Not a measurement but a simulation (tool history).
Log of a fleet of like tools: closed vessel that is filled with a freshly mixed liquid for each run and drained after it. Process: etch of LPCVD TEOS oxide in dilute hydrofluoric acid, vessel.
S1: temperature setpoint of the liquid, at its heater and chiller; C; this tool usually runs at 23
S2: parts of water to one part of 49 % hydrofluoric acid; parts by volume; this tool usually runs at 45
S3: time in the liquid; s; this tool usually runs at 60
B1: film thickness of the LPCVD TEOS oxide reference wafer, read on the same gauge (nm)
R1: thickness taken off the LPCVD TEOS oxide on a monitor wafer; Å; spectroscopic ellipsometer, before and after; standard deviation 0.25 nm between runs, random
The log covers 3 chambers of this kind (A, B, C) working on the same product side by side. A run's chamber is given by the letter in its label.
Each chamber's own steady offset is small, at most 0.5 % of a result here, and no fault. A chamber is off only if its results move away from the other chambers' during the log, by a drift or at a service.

run	day	S1	S2	S3	B1	R1
1C	0.238	23	45	60	30.028	349.99
2A	0.479	23	45	60	30.03	350.03
3B	0.592	23	45	60	29.977	357.61
4A	0.829	23	45	60	29.974	351.67
5B	1.096	23	45	60	30.028	353.2
6C	1.238	23	45	60	30.015	351.41
7B	1.446	23	45	60	29.98	347.78
8A	1.65	23	45	60	30.002	354.53
9C	1.779	23	45	60	30.017	351.36
# day 1.871: chamber C: hydrofluoric acid flow meter replaced
10C	2.029	23	45	60	29.967	348.88
11A	2.212	23	45	60	29.992	348.41
12B	2.392	23	45	60	29.982	351.37
13A	2.654	28	30	60	29.971	667.45
14B	2.879	28	30	60	29.999	662.56
15C	3.042	28	30	60	30.01	655.37
16C	3.217	21.5	45	60	29.966	328.28
17B	3.433	21.5	45	60	30.017	329.51
18A	3.696	21.5	45	60	29.981	330.22
19C	3.842	23	45	60	29.967	349.83
20A	4.071	23	45	60	30.016	348.1
21B	4.296	23	45	60	30.043	350.11
22C	4.483	23	45	60	29.991	355.9
23B	4.7	23	45	60	30.017	350.12
24A	4.925	23	45	60	30.004	355.46
25A	5.175	23	45	80	29.999	474.42
26B	5.292	23	45	80	30.02	467.83
27C	5.408	23	45	80	29.996	468.45
28C	5.583	23	45	60	30.011	351.28
29A	5.729	23	45	60	29.998	351.34
30B	5.854	23	30	30	30.016	269.34
31B	6.033	23	30	30	30.007	271.22
32A	6.258	23	30	30	30.005	266.45
33C	6.512	23	45	60	30.022	351.1
34B	6.692	23	45	60	30.003	357.47
35A	6.858	23	45	35	29.985	203.27
36C	6.983	23	45	35	30.034	205.75
37B	7.125	23	45	35	29.988	204.85
38C	7.362	23	45	60	30	345.62
39A	7.508	23	45	60	30.011	352.39
40B	7.671	23	45	60	30.014	353.49

All 3 chambers run these settings next. Forecast each chamber's results:
41A	7.862	25.5	45	60		?
41B	7.862	25.5	45	60		?
41C	7.862	25.5	45	60		?

run	R1
41A	382.95
41B	389.93
41C	389.51
